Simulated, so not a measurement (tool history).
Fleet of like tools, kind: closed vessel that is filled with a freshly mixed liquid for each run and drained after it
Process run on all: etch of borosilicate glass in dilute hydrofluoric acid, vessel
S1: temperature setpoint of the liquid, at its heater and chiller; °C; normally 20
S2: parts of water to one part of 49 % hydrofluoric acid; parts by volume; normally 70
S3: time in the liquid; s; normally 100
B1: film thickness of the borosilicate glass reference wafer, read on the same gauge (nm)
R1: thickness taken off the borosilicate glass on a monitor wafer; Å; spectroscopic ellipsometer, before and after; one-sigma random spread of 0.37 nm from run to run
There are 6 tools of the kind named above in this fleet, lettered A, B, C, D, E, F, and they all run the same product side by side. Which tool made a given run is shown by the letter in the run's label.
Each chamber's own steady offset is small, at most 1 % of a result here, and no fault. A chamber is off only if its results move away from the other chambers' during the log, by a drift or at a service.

run 1E day=0.329 | S1=20 S2=70 S3=100 | B1=80.025 | R1=378.27
run 2F day=0.646 | S1=20 S2=70 S3=100 | B1=79.978 | R1=394.51
-- day=0.783 chamber B: hydrofluoric acid flow meter replaced
run 3B day=0.9 | S1=20 S2=70 S3=100 | B1=79.979 | R1=377.4
run 4D day=1.175 | S1=20 S2=70 S3=100 | B1=79.96 | R1=380.48
run 5A day=1.404 | S1=20 S2=70 S3=100 | B1=79.956 | R1=378.14
run 6C day=1.629 | S1=20 S2=85 S3=50 | B1=79.985 | R1=155.5
run 7C day=1.942 | S1=20 S2=85 S3=50 | B1=80 | R1=158.47
run 8E day=2.246 | S1=20 S2=85 S3=50 | B1=79.988 | R1=153.26
run 9A day=2.396 | S1=20 S2=85 S3=50 | B1=79.991 | R1=153.74
run 10F day=2.612 | S1=20 S2=85 S3=50 | B1=79.996 | R1=156.03
-- day=2.904 chamber A: hydrofluoric acid flow meter replaced
run 11D day=2.912 | S1=20 S2=85 S3=50 | B1=80.005 | R1=155.75
run 12B day=3.133 | S1=20 S2=70 S3=100 | B1=80.036 | R1=376.62
run 13C day=3.45 | S1=20 S2=70 S3=140 | B1=80.006 | R1=529.91
run 14A day=3.729 | S1=20 S2=70 S3=140 | B1=79.994 | R1=539.67
run 15E day=4.008 | S1=20 S2=70 S3=140 | B1=80.012 | R1=526.78
run 16B day=4.333 | S1=20 S2=70 S3=140 | B1=80.038 | R1=534.34
run 17D day=4.671 | S1=20 S2=70 S3=140 | B1=80.029 | R1=532.85
run 18F day=4.958 | S1=20 S2=70 S3=140 | B1=80.018 | R1=532
run 19B day=5.262 | S1=20 S2=100 S3=100 | B1=79.954 | R1=259.37
run 20D day=5.575 | S1=20 S2=100 S3=100 | B1=79.99 | R1=260.95
run 21C day=5.838 | S1=20 S2=100 S3=100 | B1=80.004 | R1=259.39
run 22F day=6.083 | S1=20 S2=100 S3=100 | B1=79.932 | R1=264.04
run 23E day=6.246 | S1=20 S2=100 S3=100 | B1=79.988 | R1=246.93
run 24A day=6.525 | S1=20 S2=100 S3=100 | B1=79.978 | R1=262.89
run 25A day=6.725 | S1=20 S2=90 S3=60 | B1=79.995 | R1=173.34
run 26E day=6.879 | S1=20 S2=90 S3=60 | B1=80.011 | R1=166.14
run 27C day=7.079 | S1=20 S2=90 S3=60 | B1=79.947 | R1=175.33
run 28B day=7.375 | S1=20 S2=90 S3=60 | B1=80.038 | R1=175.59
run 29F day=7.683 | S1=20 S2=90 S3=60 | B1=80.034 | R1=178.79
run 30D day=7.917 | S1=20 S2=90 S3=60 | B1=79.977 | R1=175.88
run 31A day=8.121 | S1=20 S2=70 S3=100 | B1=79.963 | R1=382.2
run 32C day=8.312 | S1=20 S2=70 S3=100 | B1=79.964 | R1=383.61
run 33F day=8.542 | S1=20 S2=70 S3=100 | B1=79.978 | R1=383.66
run 34E day=8.725 | S1=20 S2=70 S3=100 | B1=80.071 | R1=351.98
run 35B day=9.05 | S1=20 S2=70 S3=100 | B1=80.026 | R1=372.32
run 36D day=9.358 | S1=20 S2=70 S3=100 | B1=80.003 | R1=384.94
run 37D day=9.554 | S1=20 S2=70 S3=100 | B1=79.998 | R1=386.37
run 38E day=9.721 | S1=20 S2=70 S3=100 | B1=80.036 | R1=350.64

Decide between three cases: one chamber stands off from its peers, the gauge reading all wafers drifts, or nothing is wrong past each chamber's small offset. Where a chamber is off, say which and what most likely put it there.

Chamber E drifts away from the others.
What lies behind it: liquid colder than its thermometer reads (K) = 2.15.
The log may not tell that from: hydrofluoric acid flow below the setpoint (%).

Below are 4 candidate recipes for chamber E's next run, each the usual settings with a change, their results shown as question marks. Which of them brings E's results back in line with what the other chambers give on the usual settings?
Allowed miss from the other chambers' usual-settings mean, per result, to count as in line: R1 13 Å
run 39E-1 day=9.971 | S1=19.5 S2=75 S3=100 | R1=?
run 39E-2 day=9.971 | S1=20 S2=65 S3=100 | R1=?
run 39E-3 day=9.971 | S1=19.5 S2=70 S3=100 | R1=?
run 39E-4 day=9.971 | S1=20.5 S2=70 S3=100 | R1=?

On the usual settings, the other chambers give on average: R1 383.5 Å
run=39E-1 R1=317.98
run=39E-2 R1=378.92
run=39E-3 R1=342.46
run=39E-4 R1=357.54
Change 39E-2 lands the chamber within the allowed miss of the other chambers.
